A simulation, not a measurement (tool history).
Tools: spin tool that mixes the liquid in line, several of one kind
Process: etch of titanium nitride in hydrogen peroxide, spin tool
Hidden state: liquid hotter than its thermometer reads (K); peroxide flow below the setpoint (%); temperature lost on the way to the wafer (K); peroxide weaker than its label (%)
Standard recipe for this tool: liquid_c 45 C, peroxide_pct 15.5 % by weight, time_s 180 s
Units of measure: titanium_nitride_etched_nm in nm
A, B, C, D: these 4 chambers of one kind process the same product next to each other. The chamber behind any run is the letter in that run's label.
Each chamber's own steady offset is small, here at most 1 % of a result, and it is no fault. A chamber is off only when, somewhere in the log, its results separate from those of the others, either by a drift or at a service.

| run | hour | liquid_c | peroxide_pct | time_s | hours since the thermometer was replaced | hours since the peroxide flow meter was replaced | hours since the heated supply line was repaired | hours since the drum of peroxide was connected | read-back film thickness of the titanium nitride reference wafer, read on the same gauge (nm) | titanium_nitride_etched_nm |
|---|---|---|---|---|---|---|---|---|---|---|
|  | 7.7 | chamber B: thermometer replaced |
| 1A | 10.3 | 45 | 15.5 | 180 | 701.4 | 53.7 | 734.6 | 341.4 | 129.98 | 2.883 |
| 2C | 16 | 45 | 15.5 | 180 | 2120.3 | 208.2 | 320.2 | 545.4 | 129.99 | 2.8674 |
| 3D | 24.3 | 45 | 15.5 | 180 | 216.8 | 1163.7 | 713.1 | 277 | 130.01 | 2.9142 |
| 4B | 32.9 | 45 | 15.5 | 180 | 25.3 | 193.6 | 2254 | 171.7 | 130 | 3.0244 |
| 5B | 39.5 | 45 | 15.5 | 180 | 31.9 | 200.2 | 2260.6 | 178.3 | 130 | 2.9328 |
| 6D | 45.3 | 45 | 15.5 | 180 | 237.8 | 1184.7 | 734.1 | 298 | 130 | 2.9809 |
| 7A | 53.5 | 45 | 15.5 | 180 | 744.6 | 96.9 | 777.8 | 384.6 | 130.05 | 2.9204 |
| 8C | 64 | 45 | 15.5 | 180 | 2168.3 | 256.2 | 368.2 | 593.4 | 130.01 | 2.8892 |
| 9C | 73.3 | 45 | 15.5 | 180 | 2177.6 | 265.5 | 377.5 | 602.7 | 130.02 | 2.9308 |
| 10A | 79 | 45 | 15.5 | 180 | 770.1 | 122.4 | 803.3 | 410.1 | 130.03 | 2.9092 |
| 11D | 84.4 | 45 | 15.5 | 180 | 276.9 | 1223.8 | 773.2 | 337.1 | 130 | 2.9652 |
| 12B | 93.7 | 45 | 15.5 | 180 | 86.1 | 254.4 | 2314.8 | 232.5 | 129.99 | 2.9105 |
|  | 95.1 | chamber A: new drum of peroxide connected |
| 13C | 100.8 | 45 | 15.5 | 180 | 2205.1 | 293 | 405 | 630.2 | 129.96 | 2.9127 |
| 14B | 110 | 45 | 15.5 | 180 | 102.4 | 270.7 | 2331.1 | 248.8 | 129.98 | 2.9572 |
| 15A | 118.4 | 50.5 | 15.5 | 180 | 809.5 | 161.8 | 842.7 | 23.3 | 130 | 4.3642 |
| 16D | 127.5 | 50.5 | 15.5 | 180 | 320 | 1266.9 | 816.3 | 380.2 | 130 | 4.4104 |
| 17D | 134.8 | 50.5 | 15.5 | 180 | 327.3 | 1274.2 | 823.6 | 387.5 | 129.96 | 4.4618 |
| 18A | 140.1 | 50.5 | 15.5 | 180 | 831.2 | 183.5 | 864.4 | 45 | 130 | 4.4513 |
| 19B | 146.1 | 48 | 15.5 | 265 | 138.5 | 306.8 | 2367.2 | 284.9 | 130.02 | 5.4369 |
| 20C | 154.4 | 48 | 15.5 | 265 | 2258.7 | 346.6 | 458.6 | 683.8 | 130 | 5.4972 |
| 21B | 161.7 | 48 | 15.5 | 265 | 154.1 | 322.4 | 2382.8 | 300.5 | 129.96 | 5.3305 |
|  | 164.6 | chamber D: peroxide flow meter replaced |
| 22D | 167.5 | 48 | 15.5 | 265 | 360 | 2.9 | 856.3 | 420.2 | 130 | 5.3731 |
| 23C | 174.5 | 45 | 15.5 | 180 | 2278.8 | 366.7 | 478.7 | 703.9 | 130.01 | 2.9284 |
| 24A | 181.5 | 45 | 15.5 | 180 | 872.6 | 224.9 | 905.8 | 86.4 | 130 | 3.0627 |
|  | 183.6 | chamber B: heated supply line repaired |
| 25B | 187.6 | 45 | 15.5 | 180 | 180 | 348.3 | 4 | 326.4 | 129.99 | 2.923 |
| 26C | 197.7 | 45 | 15.5 | 180 | 2302 | 389.9 | 501.9 | 727.1 | 130.02 | 2.9603 |
| 27A | 207.9 | 45 | 15.5 | 180 | 899 | 251.3 | 932.2 | 112.8 | 130.02 | 3.0847 |
| 28D | 215.4 | 45 | 15.5 | 180 | 407.9 | 50.8 | 904.2 | 468.1 | 129.99 | 2.9319 |
| 29B | 225.2 | 45 | 15.5 | 180 | 217.6 | 385.9 | 41.6 | 364 | 129.95 | 2.9303 |
| 30C | 232.1 | 45 | 18 | 95 | 2336.4 | 424.3 | 536.3 | 761.5 | 129.98 | 1.5889 |
| 31D | 237.6 | 45 | 18 | 95 | 430.1 | 73 | 926.4 | 490.3 | 130.01 | 1.6016 |
| 32A | 244 | 45 | 18 | 95 | 935.1 | 287.4 | 968.3 | 148.9 | 129.98 | 1.708 |

What goes on in this fleet: one chamber off, a drifting gauge, or nothing beyond the chambers' own small offsets? Name the chamber and the cause, if any.

Little by little, chamber A moves away from the other chambers.
Most likely cause: liquid hotter than its thermometer reads (K) = 1.24.

Chamber A could run next with any of the 4 candidate recipes listed below; each alters the usual settings, and their results appear as question marks. Which one brings its results back in line with what the other chambers deliver on the usual settings?
In line means no further than this from the other chambers' mean on the usual settings: titanium_nitride_etched_nm 0.094 nm
| 33A-1 | 251.9 | 45 | 15.5 | 195 |  |  |  |  |  | ? |
| 33A-2 | 251.9 | 45 | 15.5 | 165 |  |  |  |  |  | ? |
| 33A-3 | 251.9 | 45 | 15.5 | 175 |  |  |  |  |  | ? |
| 33A-4 | 251.9 | 45 | 17.5 | 180 |  |  |  |  |  | ? |

Mean of the other chambers on the usual settings: titanium_nitride_etched_nm 2.9321 nm
| run | titanium_nitride_etched_nm |
|---|---|
| 33A-1 | 3.4789 |
| 33A-2 | 2.9436 |
| 33A-3 | 3.122 |
| 33A-4 | 3.2945 |
The answer is 33A-2, which returns the chamber to within the allowed miss of the others.
